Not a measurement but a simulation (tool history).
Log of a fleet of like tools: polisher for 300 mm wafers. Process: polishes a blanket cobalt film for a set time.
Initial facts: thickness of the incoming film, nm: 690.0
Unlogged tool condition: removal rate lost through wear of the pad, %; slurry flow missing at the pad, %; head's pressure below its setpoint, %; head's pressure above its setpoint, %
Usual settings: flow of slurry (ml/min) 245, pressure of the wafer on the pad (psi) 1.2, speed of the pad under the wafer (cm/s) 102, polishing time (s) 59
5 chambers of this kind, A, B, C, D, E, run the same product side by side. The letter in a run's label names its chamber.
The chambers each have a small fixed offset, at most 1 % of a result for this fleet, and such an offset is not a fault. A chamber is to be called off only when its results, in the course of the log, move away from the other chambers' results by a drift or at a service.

run,hour,flow of slurry (ml/min),pressure of the wafer on the pad (psi),speed of the pad under the wafer (cm/s),polishing time (s),wafers polished on this pad,hours since the slurry nozzle was cleaned,hours since the head pressure was calibrated,film removed (nm)
# hour 4.8: chamber E: worn pad replaced by a new one
1C,6.3,245,1.2,102,59,655,408.2,967.5,151.330
# hour 7.2: chamber C: slurry nozzle cleaned
# hour 14.4: chamber C: worn pad replaced by a new one
2E,16.2,245,1.2,102,59,120,387.1,963.7,154.060
3D,23.1,245,1.2,102,59,1348,25.9,191.2,157.070
4A,29.0,245,1.2,102,59,345,613.6,240.9,154.340
5B,36.3,245,1.2,102,59,885,236.3,257.0,155.590
# hour 37.6: chamber E: slurry nozzle cleaned
# hour 44.4: chamber D: worn pad replaced by a new one
6A,45.9,245,1.2,102,59,523,630.5,257.8,152.840
# hour 46.4: chamber E: head pressure recalibrated
# hour 46.4: chamber A: slurry nozzle cleaned
7E,55.5,245,1.2,102,59,534,17.9,9.1,153.870
# hour 59.7: chamber A: worn pad replaced by a new one
8D,64.2,245,1.2,102,59,209,67.0,232.3,158.670
9C,72.0,245,1.2,102,59,607,64.9,1033.2,154.140
# hour 77.7: chamber C: worn pad replaced by a new one
10B,78.9,245,1.2,102,59,1333,278.9,299.6,155.920
# hour 88.6: chamber B: slurry nozzle cleaned
11A,89.8,245,1.2,102,59,317,43.5,301.7,155.790
# hour 97.7: chamber B: worn pad replaced by a new one
12C,101.2,245,1.2,74,59,248,94.1,1062.4,110.840
13E,107.0,245,1.2,74,59,1077,69.4,60.6,111.540
14B,115.4,245,1.2,74,59,187,26.8,336.1,111.790
15D,124.1,245,1.2,74,59,840,126.9,292.2,113.210
16B,129.5,245,1.2,74,59,335,40.9,350.2,112.250
# hour 133.7: chamber E: worn pad replaced by a new one
17D,136.1,245,1.2,102,59,966,138.9,304.2,153.250
# hour 136.9: chamber A: worn pad replaced by a new one
# hour 140.8: chamber C: worn pad replaced by a new one
18A,141.4,245,1.2,102,59,47,95.1,353.3,157.260
19C,151.7,245,1.2,102,59,115,144.6,1112.9,153.940
20E,160.6,315,1.2,102,52,283,123.0,114.2,137.850
# hour 166.2: chamber D: worn pad replaced by a new one
21A,169.9,315,1.2,102,52,348,123.6,381.8,140.170
# hour 172.4: chamber D: head pressure recalibrated
22E,175.2,315,1.2,102,52,437,137.6,128.8,139.500
23D,185.2,315,1.2,102,52,200,188.0,12.9,140.000
24C,194.4,315,1.2,102,52,565,187.3,1155.6,138.460
25B,205.9,245,1.2,102,59,1140,117.3,426.6,154.620
# hour 210.7: chamber C: worn pad replaced by a new one
26D,213.7,245,1.2,102,59,500,216.5,41.4,154.760
# hour 214.4: chamber A: worn pad replaced by a new one
27B,224.7,245,1.2,102,59,1338,136.1,445.4,153.430
28A,230.5,245,1.2,102,59,170,184.2,442.4,157.480
29C,241.4,245,1.2,102,59,324,234.3,1202.6,152.120
# hour 245.4: chamber B: head pressure recalibrated
30E,251.5,245,1.0,136,59,1241,213.9,205.1,168.970
# hour 251.9: chamber B: worn pad replaced by a new one
31B,258.5,245,1.0,136,59,70,169.9,13.2,170.110
32D,269.3,245,1.0,136,59,1086,272.1,97.0,175.330
33E,275.0,245,1.0,136,59,1488,237.4,228.6,169.070
# hour 279.1: chamber C: worn pad replaced by a new one
# hour 283.1: chamber A: worn pad replaced by a new one
34A,285.7,245,1.0,136,59,27,239.4,497.6,175.820
35C,294.3,245,1.2,102,59,160,287.2,1255.5,150.140

All 5 chambers run these settings next. Forecast each chamber's results:
36A,302.7,245,1.2,102,40,,,,?
36B,302.7,245,1.2,102,40,,,,?
36C,302.7,245,1.2,102,40,,,,?
36D,302.7,245,1.2,102,40,,,,?
36E,302.7,245,1.2,102,40,,,,?

run,film removed (nm)
36A,105.650
36B,103.290
36C,99.895
36D,105.410
36E,102.940
